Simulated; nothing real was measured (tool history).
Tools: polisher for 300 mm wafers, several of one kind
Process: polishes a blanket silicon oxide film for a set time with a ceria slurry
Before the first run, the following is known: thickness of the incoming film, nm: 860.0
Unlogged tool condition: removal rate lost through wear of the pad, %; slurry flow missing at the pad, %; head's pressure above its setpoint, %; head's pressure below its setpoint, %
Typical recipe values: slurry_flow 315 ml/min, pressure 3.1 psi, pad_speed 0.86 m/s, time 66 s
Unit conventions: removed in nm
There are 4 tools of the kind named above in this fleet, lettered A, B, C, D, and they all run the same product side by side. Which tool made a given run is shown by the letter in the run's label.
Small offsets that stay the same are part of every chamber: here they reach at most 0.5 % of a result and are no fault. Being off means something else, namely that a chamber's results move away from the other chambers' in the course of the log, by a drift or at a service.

run	hour	slurry_flow	pressure	pad_speed	time	wafers polished on this pad	hours since the slurry nozzle was cleaned	hours since the head pressure was calibrated	removed
1C	7.0	315	3.1	0.86	66	607	206.4	103.8	255.59
# hour 12.9: chamber B: worn pad replaced by a new one
2B	12.9	315	3.1	0.86	66	0	344.3	251.9	255.55
# hour 18.8: chamber A: worn pad replaced by a new one
3A	19.9	315	3.1	0.86	66	17	246.3	923.8	259.07
# hour 25.6: chamber B: slurry nozzle cleaned
# hour 25.9: chamber D: worn pad replaced by a new one
4D	27.6	315	3.1	0.86	66	27	646.7	617.9	257.07
5B	34.5	315	3.1	0.86	66	331	9.0	273.5	260.61
6D	41.5	315	3.1	0.86	66	240	660.6	631.8	260.37
# hour 44.2: chamber C: worn pad replaced by a new one
7C	46.6	315	3.1	0.86	66	38	246.0	143.4	260.24
8A	52.2	315	3.1	0.86	66	511	278.6	956.1	254.75
9B	61.3	315	3.1	0.86	66	741	35.8	300.3	264.14
# hour 61.4: chamber A: worn pad replaced by a new one
10D	68.0	315	3.1	0.86	66	645	687.1	658.3	261.70
# hour 68.8: chamber B: worn pad replaced by a new one
# hour 70.7: chamber D: slurry nozzle cleaned
# hour 70.8: chamber D: head pressure recalibrated
11A	74.3	315	3.1	0.86	66	197	300.7	978.2	257.71
12C	80.6	315	3.1	0.86	66	558	280.0	177.4	253.07
# hour 87.6: chamber A: head pressure recalibrated
13A	90.1	315	3.1	0.86	66	439	316.5	2.6	254.09
14C	96.6	315	3.1	0.86	66	803	296.0	193.4	253.13
# hour 100.0: chamber D: worn pad replaced by a new one
# hour 106.7: chamber C: worn pad replaced by a new one
15D	107.5	315	3.1	0.86	66	115	36.8	36.7	263.01
# hour 112.3: chamber A: worn pad replaced by a new one
16B	114.9	410	3.1	0.86	73	707	89.4	353.9	293.97
# hour 124.6: chamber B: worn pad replaced by a new one
17C	125.7	410	3.1	0.86	73	292	325.1	222.5	278.35
18B	136.5	410	3.1	0.86	73	182	111.0	375.5	296.20
# hour 138.6: chamber B: head pressure recalibrated
19A	143.4	410	3.1	0.86	73	476	369.8	55.9	293.08
20D	150.3	315	3.1	0.86	66	771	79.6	79.5	257.75
21A	157.0	315	3.1	0.86	66	684	383.4	69.5	262.84
# hour 162.2: chamber A: worn pad replaced by a new one
# hour 162.4: chamber D: worn pad replaced by a new one
22B	165.5	315	3.1	0.86	66	626	140.0	27.0	266.00
23D	175.2	315	3.1	0.86	66	197	104.5	104.4	267.50
# hour 181.3: chamber B: worn pad replaced by a new one
# hour 181.6: chamber C: worn pad replaced by a new one
24C	184.6	315	3.1	0.86	66	46	384.0	281.4	241.91
25A	190.4	315	3.1	0.86	66	432	416.8	102.9	261.93
26C	198.1	315	3.1	0.74	66	253	397.5	294.9	204.68
27B	208.1	315	3.1	0.74	66	410	182.6	69.6	224.38
28D	216.1	315	3.1	0.74	66	823	145.4	145.3	222.72
29B	225.4	315	3.1	0.74	66	675	199.9	86.9	223.18

All chambers now run identical settings, listed one chamber a line with results as question marks. What results will each chamber show?
30A	233.2	315	3.1	0.86	53				?
30B	233.2	315	3.1	0.86	53				?
30C	233.2	315	3.1	0.86	53				?
30D	233.2	315	3.1	0.86	53				?

run	removed
30A	204.60
30B	206.16
30C	187.81
30D	203.28
